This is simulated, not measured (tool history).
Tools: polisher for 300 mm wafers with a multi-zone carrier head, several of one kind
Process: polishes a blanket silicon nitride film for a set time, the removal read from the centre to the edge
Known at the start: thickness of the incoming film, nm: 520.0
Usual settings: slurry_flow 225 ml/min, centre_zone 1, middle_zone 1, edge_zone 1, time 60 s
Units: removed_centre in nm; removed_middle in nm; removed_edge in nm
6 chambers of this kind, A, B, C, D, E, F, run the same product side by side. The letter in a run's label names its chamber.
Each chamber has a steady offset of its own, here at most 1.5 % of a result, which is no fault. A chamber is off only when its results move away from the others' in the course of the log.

At hour 3.9: chamber B: worn pad replaced by a new one.
Run 1C, hour 11.4: usual settings. Result: removed_centre 92.6 nm, removed_middle 93.002 nm, removed_edge 91.011 nm.
Run 2D, hour 20.4: usual settings. Result: removed_centre 91.468 nm, removed_middle 91.732 nm, removed_edge 92.563 nm.
At hour 27.5: chamber C: worn pad replaced by a new one.
Run 3E, hour 35.9: usual settings. Result: removed_centre 92.981 nm, removed_middle 92.261 nm, removed_edge 89.978 nm.
Run 4A, hour 46.5: usual settings. Result: removed_centre 92.252 nm, removed_middle 91.274 nm, removed_edge 90.432 nm.
At hour 49.6: chamber A: edge zone pressure recalibrated.
Run 5B, hour 55.9: usual settings. Result: removed_centre 91.556 nm, removed_middle 91.331 nm, removed_edge 92.461 nm.
Run 6F, hour 68.6: usual settings but centre_zone 1.09, time 71 s. Result: removed_centre 115.24 nm, removed_middle 108.91 nm, removed_edge 109.7 nm.
Run 7A, hour 75.3: usual settings but centre_zone 1.09, time 71 s. Result: removed_centre 119.66 nm, removed_middle 108.74 nm, removed_edge 107.36 nm.
Run 8E, hour 89: usual settings but centre_zone 1.09, time 71 s. Result: removed_centre 119.75 nm, removed_middle 108.8 nm, removed_edge 106.64 nm.
At hour 92.3: chamber C: slurry nozzle cleaned.
Run 9F, hour 103.9: usual settings but centre_zone 1.09, time 71 s. Result: removed_centre 118.08 nm, removed_middle 107.7 nm, removed_edge 107.78 nm.
At hour 109.4: chamber C: worn pad replaced by a new one.
At hour 110.3: chamber F: worn pad replaced by a new one.
Run 10B, hour 110.6: usual settings but centre_zone 1.09, time 71 s. Result: removed_centre 116.26 nm, removed_middle 109.13 nm, removed_edge 108.96 nm.
At hour 110.7: chamber B: worn pad replaced by a new one.
Run 11C, hour 121.4: usual settings but centre_zone 1.09, time 71 s. Result: removed_centre 123.42 nm, removed_middle 110.36 nm, removed_edge 107.47 nm.
At hour 123.2: chamber A: worn pad replaced by a new one.
At hour 125: chamber E: worn pad replaced by a new one.
Run 12D, hour 133.4: usual settings. Result: removed_centre 92.707 nm, removed_middle 92.194 nm, removed_edge 89.931 nm.
At hour 134.9: chamber D: worn pad replaced by a new one.
Run 13D, hour 141: usual settings. Result: removed_centre 92.234 nm, removed_middle 92.451 nm, removed_edge 89.176 nm.
At hour 151.3: chamber C: centre zone pressure recalibrated.
Run 14F, hour 152.2: usual settings. Result: removed_centre 91.895 nm, removed_middle 92.991 nm, removed_edge 91.826 nm.
Run 15B, hour 159.4: usual settings. Result: removed_centre 90.733 nm, removed_middle 90.835 nm, removed_edge 90.263 nm.
At hour 172.1: chamber E: slurry nozzle cleaned.
Run 16E, hour 172.5: usual settings. Result: removed_centre 90.869 nm, removed_middle 91.866 nm, removed_edge 92.783 nm.
Run 17A, hour 185.1: usual settings. Result: removed_centre 90.796 nm, removed_middle 90.081 nm, removed_edge 92.577 nm.
At hour 192.3: chamber C: worn pad replaced by a new one.
Run 18C, hour 194.2: usual settings. Result: removed_centre 92.716 nm, removed_middle 92.275 nm, removed_edge 91.382 nm.
At hour 199.8: chamber C: edge zone pressure recalibrated.
Run 19B, hour 208.7: usual settings. Result: removed_centre 90.928 nm, removed_middle 90.678 nm, removed_edge 92.325 nm.
Run 20A, hour 220.2: usual settings. Result: removed_centre 91.38 nm, removed_middle 90.816 nm, removed_edge 89.21 nm.
At hour 222.8: chamber B: worn pad replaced by a new one.
Run 21E, hour 232.8: usual settings. Result: removed_centre 92.971 nm, removed_middle 92.412 nm, removed_edge 92.918 nm.
At hour 234.7: chamber F: slurry nozzle cleaned.
Run 22D, hour 244.8: usual settings but slurry_flow 175 ml/min, time 52 s. Result: removed_centre 76.783 nm, removed_middle 76.957 nm, removed_edge 75.963 nm.
At hour 250.2: chamber F: worn pad replaced by a new one.
Run 23F, hour 256.1: usual settings but slurry_flow 175 ml/min, time 52 s. Result: removed_centre 75.334 nm, removed_middle 76.367 nm, removed_edge 77.078 nm.
Run 24C, hour 263.1: usual settings but slurry_flow 175 ml/min, time 52 s. Result: removed_centre 78.535 nm, removed_middle 76.783 nm, removed_edge 78.201 nm.
Run 25E, hour 269.9: usual settings but slurry_flow 175 ml/min, time 52 s. Result: removed_centre 76.186 nm, removed_middle 76.936 nm, removed_edge 78.466 nm.
Run 26F, hour 277.2: usual settings but slurry_flow 175 ml/min, time 52 s. Result: removed_centre 75.706 nm, removed_middle 76.284 nm, removed_edge 78.035 nm.
At hour 281.6: chamber C: worn pad replaced by a new one.
At hour 282.3: chamber A: worn pad replaced by a new one.
Run 27B, hour 285.6: usual settings but slurry_flow 175 ml/min, time 52 s. Result: removed_centre 75.763 nm, removed_middle 75.026 nm, removed_edge 74.138 nm.
Run 28C, hour 293: usual settings. Result: removed_centre 92.167 nm, removed_middle 90.885 nm, removed_edge 93.903 nm.
At hour 293.1: chamber D: worn pad replaced by a new one.
Run 29D, hour 308.1: usual settings. Result: removed_centre 92.665 nm, removed_middle 91.979 nm, removed_edge 93.194 nm.
At hour 316.8: chamber E: worn pad replaced by a new one.
At hour 317.6: chamber B: worn pad replaced by a new one.
Run 30A, hour 323.1: usual settings. Result: removed_centre 89.5 nm, removed_middle 87.762 nm, removed_edge 87.437 nm.
Run 31D, hour 332.8: usual settings. Result: removed_centre 92.894 nm, removed_middle 92.172 nm, removed_edge 91.397 nm.
Run 32B, hour 347.9: usual settings. Result: removed_centre 90.474 nm, removed_middle 91.336 nm, removed_edge 92.265 nm.
Run 33A, hour 356.7: usual settings. Result: removed_centre 89.369 nm, removed_middle 87.792 nm, removed_edge 87.403 nm.
Run 34F, hour 367.3: usual settings. Result: removed_centre 91.901 nm, removed_middle 91.335 nm, removed_edge 92.379 nm.
At hour 375.7: chamber C: worn pad replaced by a new one.
Run 35C, hour 378.9: usual settings. Result: removed_centre 91.243 nm, removed_middle 92.351 nm, removed_edge 89.907 nm.
Run 36E, hour 391.6: usual settings. Result: removed_centre 92.026 nm, removed_middle 92.011 nm, removed_edge 94.793 nm.
At hour 392.3: chamber F: worn pad replaced by a new one.
Run 37F, hour 402.9: usual settings. Result: removed_centre 90.051 nm, removed_middle 90.429 nm, removed_edge 90.495 nm.
Run 38A, hour 416.2: usual settings. Result: removed_centre 88.945 nm, removed_middle 86.732 nm, removed_edge 89.814 nm.

All 6 chambers run these settings next. Forecast each chamber's results:
Run 39A, hour 427.3: usual settings. Result: removed_centre ?, removed_middle ?, removed_edge ?.
Run 39B, hour 427.3: usual settings. Result: removed_centre ?, removed_middle ?, removed_edge ?.
Run 39C, hour 427.3: usual settings. Result: removed_centre ?, removed_middle ?, removed_edge ?.
Run 39D, hour 427.3: usual settings. Result: removed_centre ?, removed_middle ?, removed_edge ?.
Run 39E, hour 427.3: usual settings. Result: removed_centre ?, removed_middle ?, removed_edge ?.
Run 39F, hour 427.3: usual settings. Result: removed_centre ?, removed_middle ?, removed_edge ?.

run  removed_centre  removed_middle  removed_edge
39A          86.244          86.781        87.482
39B          89.754          90.959        91.692
39C          93.555          92.499        90.478
39D          92.531           91.86        92.517
39E          93.164          91.816        92.093
39F          90.978          91.458        93.195

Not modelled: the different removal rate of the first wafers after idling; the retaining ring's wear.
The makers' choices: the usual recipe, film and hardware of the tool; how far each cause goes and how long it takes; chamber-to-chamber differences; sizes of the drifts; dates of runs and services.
